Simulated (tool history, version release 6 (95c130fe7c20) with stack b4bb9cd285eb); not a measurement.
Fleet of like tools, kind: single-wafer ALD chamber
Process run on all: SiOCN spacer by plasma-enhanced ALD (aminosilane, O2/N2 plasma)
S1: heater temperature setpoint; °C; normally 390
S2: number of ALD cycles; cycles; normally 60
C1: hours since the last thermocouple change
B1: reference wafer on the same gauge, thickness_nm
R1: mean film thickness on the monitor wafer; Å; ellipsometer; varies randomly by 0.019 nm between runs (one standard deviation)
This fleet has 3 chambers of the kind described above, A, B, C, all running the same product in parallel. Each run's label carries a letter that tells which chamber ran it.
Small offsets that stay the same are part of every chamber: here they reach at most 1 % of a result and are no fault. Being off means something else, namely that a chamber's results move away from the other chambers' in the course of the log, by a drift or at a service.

Run 1C, hour 4.6: usual settings; C1 278.6; B1 3.2202. Result: R1 36.133 Å.
Run 2B, hour 9.7: usual settings; C1 1131.3; B1 3.2186. Result: R1 36.352 Å.
Run 3A, hour 15.0: usual settings; C1 774.4; B1 3.2225. Result: R1 36.518 Å.
Run 4A, hour 19.9: usual settings; C1 779.3; B1 3.2220. Result: R1 36.260 Å.
Run 5C, hour 25.8: usual settings; C1 299.8; B1 3.2202. Result: R1 36.062 Å.
Run 6B, hour 31.1: usual settings; C1 1152.7; B1 3.2232. Result: R1 36.422 Å.
Run 7C, hour 36.6: usual settings; C1 310.6; B1 3.2226. Result: R1 36.119 Å.
Run 8A, hour 42.0: usual settings; C1 801.4; B1 3.2188. Result: R1 36.114 Å.
Run 9B, hour 44.9: usual settings; C1 1166.5; B1 3.2235. Result: R1 36.626 Å.
Run 10B, hour 48.9: usual settings; C1 1170.5; B1 3.2195. Result: R1 36.511 Å.
Run 11C, hour 51.8: usual settings; C1 325.8; B1 3.2242. Result: R1 36.216 Å.
Run 12A, hour 57.5: usual settings; C1 816.9; B1 3.2233. Result: R1 36.548 Å.
Run 13A, hour 63.6: usual settings; C1 823.0; B1 3.2192. Result: R1 36.015 Å.
Run 14C, hour 69.2: usual settings; C1 343.2; B1 3.2179. Result: R1 36.103 Å.
Run 15B, hour 74.7: usual settings; C1 1196.3; B1 3.2227. Result: R1 36.678 Å.
Run 16A, hour 78.7: usual settings but S1 382 °C; C1 838.1; B1 3.2169. Result: R1 36.201 Å.
Run 17C, hour 83.9: usual settings but S1 382 °C; C1 357.9; B1 3.2218. Result: R1 36.240 Å.
Run 18B, hour 87.7: usual settings but S1 382 °C; C1 1209.3; B1 3.2201. Result: R1 36.581 Å.
Run 19A, hour 93.4: usual settings; C1 852.8; B1 3.2174. Result: R1 36.225 Å.
Run 20C, hour 98.5: usual settings; C1 372.5; B1 3.2177. Result: R1 35.926 Å.
Run 21B, hour 103.6: usual settings; C1 1225.2; B1 3.2244. Result: R1 36.506 Å.
Run 22A, hour 108.3: usual settings but S1 396 °C; C1 867.7; B1 3.2223. Result: R1 36.141 Å.
Run 23B, hour 111.6: usual settings but S1 396 °C; C1 1233.2; B1 3.2227. Result: R1 36.511 Å.
Run 24C, hour 115.5: usual settings but S1 396 °C; C1 389.5; B1 3.2183. Result: R1 35.929 Å.
Run 25B, hour 120.6: usual settings; C1 1242.2; B1 3.2168. Result: R1 36.275 Å.
Run 26A, hour 125.7: usual settings; C1 885.1; B1 3.2235. Result: R1 36.158 Å.
Run 27C, hour 131.8: usual settings; C1 405.8; B1 3.2189. Result: R1 36.422 Å.
Run 28B, hour 137.6: usual settings; C1 1259.2; B1 3.2196. Result: R1 36.407 Å.
Run 29A, hour 141.9: usual settings; C1 901.3; B1 3.2180. Result: R1 36.166 Å.
Run 30C, hour 145.8: usual settings; C1 419.8; B1 3.2247. Result: R1 35.998 Å.
Run 31B, hour 150.8: usual settings; C1 1272.4; B1 3.2199. Result: R1 36.461 Å.
Run 32A, hour 154.1: usual settings; C1 913.5; B1 3.2156. Result: R1 36.277 Å.
Run 33C, hour 157.9: usual settings; C1 431.9; B1 3.2219. Result: R1 36.124 Å.
At hour 161.9: chamber A: thermocouple changed; heater temperature recalibrated.
Run 34C, hour 164.0: usual settings but S1 377 °C; C1 438.0; B1 3.2213. Result: R1 35.875 Å.
Run 35A, hour 169.8: usual settings but S1 377 °C; C1 8.0; B1 3.2189. Result: R1 35.995 Å.
Run 36B, hour 173.1: usual settings but S1 377 °C; C1 1294.7; B1 3.2213. Result: R1 36.407 Å.
Run 37A, hour 177.9: usual settings; C1 16.1; B1 3.2207. Result: R1 36.289 Å.
Run 38C, hour 183.1: usual settings; C1 457.1; B1 3.2204. Result: R1 36.072 Å.
Run 39B, hour 187.5: usual settings but S1 398 °C, S2 65 cycles; C1 1309.1; B1 3.2182. Result: R1 39.703 Å.
Run 40C, hour 190.3: usual settings but S1 398 °C, S2 65 cycles; C1 464.3; B1 3.2209. Result: R1 39.324 Å.
Run 41B, hour 193.7: usual settings but S1 398 °C, S2 65 cycles; C1 1315.3; B1 3.2181. Result: R1 39.935 Å.

Which is it: a chamber that has drifted or been left off by a service, a gauge drift common to all chambers, or only each chamber's usual small offset? If a chamber is off, name it and its likeliest cause.

Beyond each chamber's small constant offset nothing stands out, and the gauge stays steady.

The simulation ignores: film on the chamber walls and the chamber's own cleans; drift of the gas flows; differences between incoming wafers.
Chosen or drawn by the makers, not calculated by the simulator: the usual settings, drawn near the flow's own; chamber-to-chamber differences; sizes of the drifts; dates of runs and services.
